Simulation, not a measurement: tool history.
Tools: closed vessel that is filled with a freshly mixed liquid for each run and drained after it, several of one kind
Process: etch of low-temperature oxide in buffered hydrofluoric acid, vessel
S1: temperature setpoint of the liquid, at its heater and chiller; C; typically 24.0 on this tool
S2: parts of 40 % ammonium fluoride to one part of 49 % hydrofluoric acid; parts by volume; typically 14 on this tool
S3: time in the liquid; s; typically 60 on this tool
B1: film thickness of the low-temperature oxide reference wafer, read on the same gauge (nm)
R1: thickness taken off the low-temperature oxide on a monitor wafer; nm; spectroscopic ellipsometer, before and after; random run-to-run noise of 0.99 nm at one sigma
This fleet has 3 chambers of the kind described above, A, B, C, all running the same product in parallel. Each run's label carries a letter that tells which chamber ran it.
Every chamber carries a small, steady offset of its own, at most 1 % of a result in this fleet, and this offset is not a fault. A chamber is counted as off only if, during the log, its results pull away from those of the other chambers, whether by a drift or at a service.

run,day,S1,S2,S3,B1,R1
1A,0.429,24.0,14,60,60.037,173.200
2C,0.708,24.0,14,60,60.013,174.200
3B,1.067,24.0,14,60,60.028,171.900
4A,1.642,24.0,14,60,59.962,173.630
5B,2.250,24.0,14,60,60.012,173.800
6C,2.671,24.0,14,60,60.026,173.370
7A,3.175,24.0,14,60,60.034,174.900
8B,3.746,24.0,14,60,60.004,173.830
9C,4.012,24.0,14,60,60.001,171.000
10C,4.617,24.0,14,60,60.013,172.380
11B,5.071,24.0,14,60,59.964,171.620
12A,5.625,24.0,14,60,60.025,172.790
13C,5.921,24.0,14,60,60.011,172.750
14A,6.275,24.0,14,60,59.994,174.590
15B,6.696,20.0,14,60,60.003,136.460
16B,7.112,20.0,14,60,60.011,139.070
17A,7.721,20.0,14,60,59.982,139.520
18C,8.225,28.5,12,60,59.981,257.020
19A,8.833,28.5,12,60,59.969,260.790
20C,9.429,28.5,12,60,59.977,254.530
21B,9.862,24.0,14,60,60.014,173.250
22B,10.429,24.0,14,60,59.974,173.110
23A,10.879,24.0,14,60,60.009,173.470
24C,11.312,24.0,14,60,60.022,171.850
25A,11.733,24.0,14,60,60.037,173.650
26B,12.017,22.5,14,60,60.003,158.620
27C,12.404,22.5,14,60,59.981,159.170
28B,12.904,22.5,14,60,60.006,159.070
29A,13.471,24.0,14,60,60.002,171.190
30C,13.792,24.0,14,60,60.060,172.760
31C,14.383,24.0,14,30,60.026,87.032
32B,14.662,24.0,14,30,59.998,86.043
33A,15.125,24.0,14,30,59.957,86.457
34C,15.442,24.0,14,60,59.958,171.540
35A,15.983,28.0,16,60,59.997,188.330
36B,16.454,28.0,16,60,60.008,189.450

Is one chamber off against the others, does the gauge drift, or is nothing wrong? If a chamber is off, say which, and what the likeliest cause is.

Nothing is wrong: each chamber keeps only its own small, steady offset and the gauge holds still.

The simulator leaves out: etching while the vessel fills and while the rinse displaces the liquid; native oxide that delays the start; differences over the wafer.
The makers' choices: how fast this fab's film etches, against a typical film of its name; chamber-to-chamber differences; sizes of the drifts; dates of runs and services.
